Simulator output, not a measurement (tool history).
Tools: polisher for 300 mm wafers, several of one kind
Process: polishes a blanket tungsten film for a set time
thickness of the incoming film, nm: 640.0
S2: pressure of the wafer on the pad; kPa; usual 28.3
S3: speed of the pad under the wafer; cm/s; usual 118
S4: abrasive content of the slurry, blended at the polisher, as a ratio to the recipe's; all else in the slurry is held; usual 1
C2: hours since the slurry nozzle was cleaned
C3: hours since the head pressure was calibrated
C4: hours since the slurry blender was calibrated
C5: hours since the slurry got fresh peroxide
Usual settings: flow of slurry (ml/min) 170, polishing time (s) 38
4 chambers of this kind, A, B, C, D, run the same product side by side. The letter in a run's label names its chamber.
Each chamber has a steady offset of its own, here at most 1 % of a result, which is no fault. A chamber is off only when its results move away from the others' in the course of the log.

run 1B hour=3 | flow_of_slurry_(ml/min)=170 S2=28.3 S3=118 S4=1 polishing_time_(s)=38 | wafers_polished_on_this_pad=96 C2=44.2 C3=39.8 C4=3.9 C5=10.2 | film_removed_(angstrom)=2040.2
run 2C hour=7.2 | flow_of_slurry_(ml/min)=170 S2=28.3 S3=118 S4=1 polishing_time_(s)=38 | wafers_polished_on_this_pad=490 C2=286.2 C3=135.2 C4=273 C5=40.6 | film_removed_(angstrom)=2050.8
run 3A hour=12.5 | flow_of_slurry_(ml/min)=170 S2=28.3 S3=118 S4=1 polishing_time_(s)=38 | wafers_polished_on_this_pad=195 C2=320.7 C3=661.6 C4=342.4 C5=44.5 | film_removed_(angstrom)=2039.3
-- hour=15.1 chamber D: slurry tank refilled with fresh slurry and peroxide
run 4D hour=15.4 | flow_of_slurry_(ml/min)=170 S2=28.3 S3=118 S4=1 polishing_time_(s)=38 | wafers_polished_on_this_pad=393 C2=293.4 C3=1199.7 C4=89.9 C5=0.3 | film_removed_(angstrom)=2027.9
run 5C hour=20.6 | flow_of_slurry_(ml/min)=170 S2=28.3 S3=118 S4=1 polishing_time_(s)=38 | wafers_polished_on_this_pad=620 C2=299.6 C3=148.6 C4=286.4 C5=54 | film_removed_(angstrom)=2039.3
-- hour=22.4 chamber C: slurry nozzle cleaned
run 6D hour=24.1 | flow_of_slurry_(ml/min)=170 S2=28.3 S3=118 S4=1 polishing_time_(s)=38 | wafers_polished_on_this_pad=477 C2=302.1 C3=1208.4 C4=98.6 C5=9 | film_removed_(angstrom)=2043.8
run 7B hour=26.5 | flow_of_slurry_(ml/min)=170 S2=28.3 S3=118 S4=1 polishing_time_(s)=38 | wafers_polished_on_this_pad=323 C2=67.7 C3=63.3 C4=27.4 C5=33.7 | film_removed_(angstrom)=2066.9
run 8A hour=30.4 | flow_of_slurry_(ml/min)=170 S2=28.3 S3=118 S4=1 polishing_time_(s)=38 | wafers_polished_on_this_pad=368 C2=338.6 C3=679.5 C4=360.3 C5=62.4 | film_removed_(angstrom)=2053.3
-- hour=33.5 chamber C: slurry tank refilled with fresh slurry and peroxide
run 9A hour=34.6 | flow_of_slurry_(ml/min)=170 S2=28.3 S3=118 S4=1 polishing_time_(s)=38 | wafers_polished_on_this_pad=409 C2=342.8 C3=683.7 C4=364.5 C5=66.6 | film_removed_(angstrom)=2029.8
run 10D hour=38.3 | flow_of_slurry_(ml/min)=170 S2=28.3 S3=118 S4=1 polishing_time_(s)=38 | wafers_polished_on_this_pad=614 C2=316.3 C3=1222.6 C4=112.8 C5=23.2 | film_removed_(angstrom)=2058.5
run 11B hour=42.2 | flow_of_slurry_(ml/min)=170 S2=33.8 S3=118 S4=1.15 polishing_time_(s)=38 | wafers_polished_on_this_pad=475 C2=83.4 C3=79 C4=43.1 C5=49.4 | film_removed_(angstrom)=2554.1
-- hour=44.5 chamber A: slurry blender recalibrated
run 12C hour=45 | flow_of_slurry_(ml/min)=170 S2=33.8 S3=118 S4=1.15 polishing_time_(s)=38 | wafers_polished_on_this_pad=856 C2=22.7 C3=173 C4=310.8 C5=11.6 | film_removed_(angstrom)=2531.2
-- hour=46.5 chamber A: worn pad replaced by a new one
run 13C hour=49.7 | flow_of_slurry_(ml/min)=170 S2=33.8 S3=118 S4=1.15 polishing_time_(s)=38 | wafers_polished_on_this_pad=901 C2=27.4 C3=177.7 C4=315.5 C5=16.3 | film_removed_(angstrom)=2464
-- hour=51.2 chamber B: slurry tank refilled with fresh slurry and peroxide
run 14B hour=51.9 | flow_of_slurry_(ml/min)=170 S2=33.8 S3=118 S4=1.15 polishing_time_(s)=38 | wafers_polished_on_this_pad=569 C2=93.1 C3=88.7 C4=52.8 C5=0.7 | film_removed_(angstrom)=2557.2
run 15A hour=54.7 | flow_of_slurry_(ml/min)=170 S2=28.3 S3=118 S4=1 polishing_time_(s)=38 | wafers_polished_on_this_pad=80 C2=362.9 C3=703.8 C4=10.3 C5=86.7 | film_removed_(angstrom)=2044.9
run 16D hour=58.8 | flow_of_slurry_(ml/min)=170 S2=28.3 S3=118 S4=1 polishing_time_(s)=38 | wafers_polished_on_this_pad=812 C2=336.8 C3=1243.1 C4=133.3 C5=43.7 | film_removed_(angstrom)=2025.4
run 17C hour=63.7 | flow_of_slurry_(ml/min)=170 S2=28.3 S3=118 S4=1 polishing_time_(s)=38 | wafers_polished_on_this_pad=1036 C2=41.4 C3=191.7 C4=329.5 C5=30.3 | film_removed_(angstrom)=1978.3
-- hour=66.9 chamber D: slurry blender recalibrated
run 18A hour=68.6 | flow_of_slurry_(ml/min)=170 S2=28.3 S3=118 S4=1 polishing_time_(s)=38 | wafers_polished_on_this_pad=214 C2=376.8 C3=717.7 C4=24.2 C5=100.6 | film_removed_(angstrom)=2040.3
run 19B hour=71.7 | flow_of_slurry_(ml/min)=170 S2=28.3 S3=118 S4=1 polishing_time_(s)=38 | wafers_polished_on_this_pad=760 C2=112.9 C3=108.5 C4=72.6 C5=20.5 | film_removed_(angstrom)=2019.2
run 20D hour=74.2 | flow_of_slurry_(ml/min)=170 S2=28.3 S3=118 S4=1 polishing_time_(s)=38 | wafers_polished_on_this_pad=961 C2=352.2 C3=1258.5 C4=7.4 C5=59.1 | film_removed_(angstrom)=2048
run 21B hour=77.6 | flow_of_slurry_(ml/min)=170 S2=28.3 S3=118 S4=1 polishing_time_(s)=38 | wafers_polished_on_this_pad=817 C2=118.8 C3=114.4 C4=78.5 C5=26.4 | film_removed_(angstrom)=2038.5
run 22A hour=80 | flow_of_slurry_(ml/min)=170 S2=28.3 S3=118 S4=1 polishing_time_(s)=38 | wafers_polished_on_this_pad=324 C2=388.2 C3=729.1 C4=35.6 C5=112 | film_removed_(angstrom)=2027.6
run 23C hour=84.1 | flow_of_slurry_(ml/min)=170 S2=28.3 S3=118 S4=1 polishing_time_(s)=38 | wafers_polished_on_this_pad=1234 C2=61.8 C3=212.1 C4=349.9 C5=50.7 | film_removed_(angstrom)=1926.3
run 24D hour=86.7 | flow_of_slurry_(ml/min)=170 S2=28.3 S3=118 S4=1 polishing_time_(s)=38 | wafers_polished_on_this_pad=1082 C2=364.7 C3=1271 C4=19.9 C5=71.6 | film_removed_(angstrom)=2009.2
run 25D hour=90.3 | flow_of_slurry_(ml/min)=170 S2=28.3 S3=118 S4=1 polishing_time_(s)=38 | wafers_polished_on_this_pad=1117 C2=368.3 C3=1274.6 C4=23.5 C5=75.2 | film_removed_(angstrom)=2023.8

What goes on in this fleet: one chamber off, a drifting gauge, or nothing beyond the chambers' own small offsets? Name the chamber and the cause, if any.

Chamber C drifts away from the others.
Cause: removal rate lost through wear of the pad, % = 6.64.
The log may not tell that from: slurry flow missing at the pad, %; head's pressure below its setpoint, %; abrasive missing from the slurry, %; peroxide lost from the slurry, %.

Here are 4 candidates for chamber C's next run, each the usual settings with a change, their results left as question marks. Which one brings its results back in line with what the others give on the usual settings?
In line means no further than this from the other chambers' mean on the usual settings: film removed (angstrom) 58
run 26C-1 hour=94 | flow_of_slurry_(ml/min)=170 S2=29 S3=120 S4=1 polishing_time_(s)=39 | film_removed_(angstrom)=?
run 26C-2 hour=94 | flow_of_slurry_(ml/min)=170 S2=30.3 S3=128 S4=1 polishing_time_(s)=38 | film_removed_(angstrom)=?
run 26C-3 hour=94 | flow_of_slurry_(ml/min)=170 S2=28.3 S3=114 S4=1 polishing_time_(s)=37 | film_removed_(angstrom)=?
run 26C-4 hour=94 | flow_of_slurry_(ml/min)=170 S2=26.9 S3=112 S4=1 polishing_time_(s)=36 | film_removed_(angstrom)=?

The other chambers' mean on the usual settings: film removed (angstrom) 2041.6
run=26C-1 film_removed_(angstrom)=2027.9
run=26C-2 film_removed_(angstrom)=2207.1
run=26C-3 film_removed_(angstrom)=1784.6
run=26C-4 film_removed_(angstrom)=1623.1
26C-1 brings the chamber back in line.

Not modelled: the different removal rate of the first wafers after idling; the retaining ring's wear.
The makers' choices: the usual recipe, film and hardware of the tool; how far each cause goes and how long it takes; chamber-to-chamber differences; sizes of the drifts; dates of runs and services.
